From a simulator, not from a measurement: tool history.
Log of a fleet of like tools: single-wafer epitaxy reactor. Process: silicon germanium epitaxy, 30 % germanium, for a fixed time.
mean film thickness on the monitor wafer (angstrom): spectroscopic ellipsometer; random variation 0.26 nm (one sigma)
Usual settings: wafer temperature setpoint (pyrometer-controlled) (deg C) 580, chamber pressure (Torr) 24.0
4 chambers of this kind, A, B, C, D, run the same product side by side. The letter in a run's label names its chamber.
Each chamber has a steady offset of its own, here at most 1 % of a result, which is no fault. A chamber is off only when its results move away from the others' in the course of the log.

run   hour  wafer temperature setpoint (pyrometer-controlled) (deg C)  chamber pressure (Torr)  read-back reference wafer on the same gauge, thickness_nm  mean film thickness on the monitor wafer (angstrom)
 1A    6.1                                                        580                     24.0                                                     38.398                                               430.87
 2C   10.0                                                        580                     24.0                                                     38.388                                               436.92
 3B   12.9                                                        580                     24.0                                                     38.385                                               436.77
 4D   16.2                                                        580                     24.0                                                     38.428                                               432.31
 5C   19.3                                                        580                     24.0                                                     38.434                                               438.19
 6B   23.1                                                        580                     24.0                                                     38.340                                               434.44
 7A   26.8                                                        580                     24.0                                                     38.402                                               438.44
 8D   30.3                                                        580                     24.0                                                     38.402                                               432.52
 9D   35.3                                                        592                     27.3                                                     38.355                                               572.52
10B   40.9                                                        592                     27.3                                                     38.445                                               571.45
11A   45.6                                                        592                     27.3                                                     38.451                                               573.90
12C   48.5                                                        592                     27.3                                                     38.426                                               572.15
13B   52.7                                                        580                     24.0                                                     38.369                                               435.52
14C   58.1                                                        580                     24.0                                                     38.418                                               434.05
15D   63.0                                                        580                     24.0                                                     38.364                                               435.98
      64.6  -- chamber B: pyrometer calibrated
16A   67.2                                                        569                     19.2                                                     38.450                                               323.48
17A   70.6                                                        569                     19.2                                                     38.403                                               327.15
18C   74.1                                                        569                     19.2                                                     38.417                                               321.93
19D   78.4                                                        569                     19.2                                                     38.351                                               322.32
20B   84.9                                                        580                     24.0                                                     38.401                                               452.47
21C   88.2                                                        580                     24.0                                                     38.420                                               434.68
22A   92.0                                                        580                     21.8                                                     38.422                                               416.49
23B   97.2                                                        580                     21.8                                                     38.392                                               439.98
24D  103.6                                                        580                     21.8                                                     38.410                                               413.26
25B  109.1                                                        580                     21.8                                                     38.420                                               440.64
26D  114.3                                                        580                     24.0                                                     38.396                                               432.78
27C  120.7                                                        580                     24.0                                                     38.365                                               434.16
28A  124.2                                                        580                     24.0                                                     38.462                                               431.00
29D  128.5                                                        580                     24.0                                                     38.388                                               431.06
30A  134.3                                                        588                     27.5                                                     38.430                                               539.63
31B  138.6                                                        588                     27.5                                                     38.383                                               558.00
32C  142.0                                                        588                     27.5                                                     38.409                                               536.26
33D  147.5                                                        588                     27.5                                                     38.385                                               530.01

Next, every chamber runs the same settings. What will each give?
34A  152.3                                                        580                     26.9                                                                                                               ?
34B  152.3                                                        580                     26.9                                                                                                               ?
34C  152.3                                                        580                     26.9                                                                                                               ?
34D  152.3                                                        580                     26.9                                                                                                               ?

run  mean film thickness on the monitor wafer (angstrom)
34A                                               458.15
34B                                               485.35
34C                                               456.84
34D                                               458.09
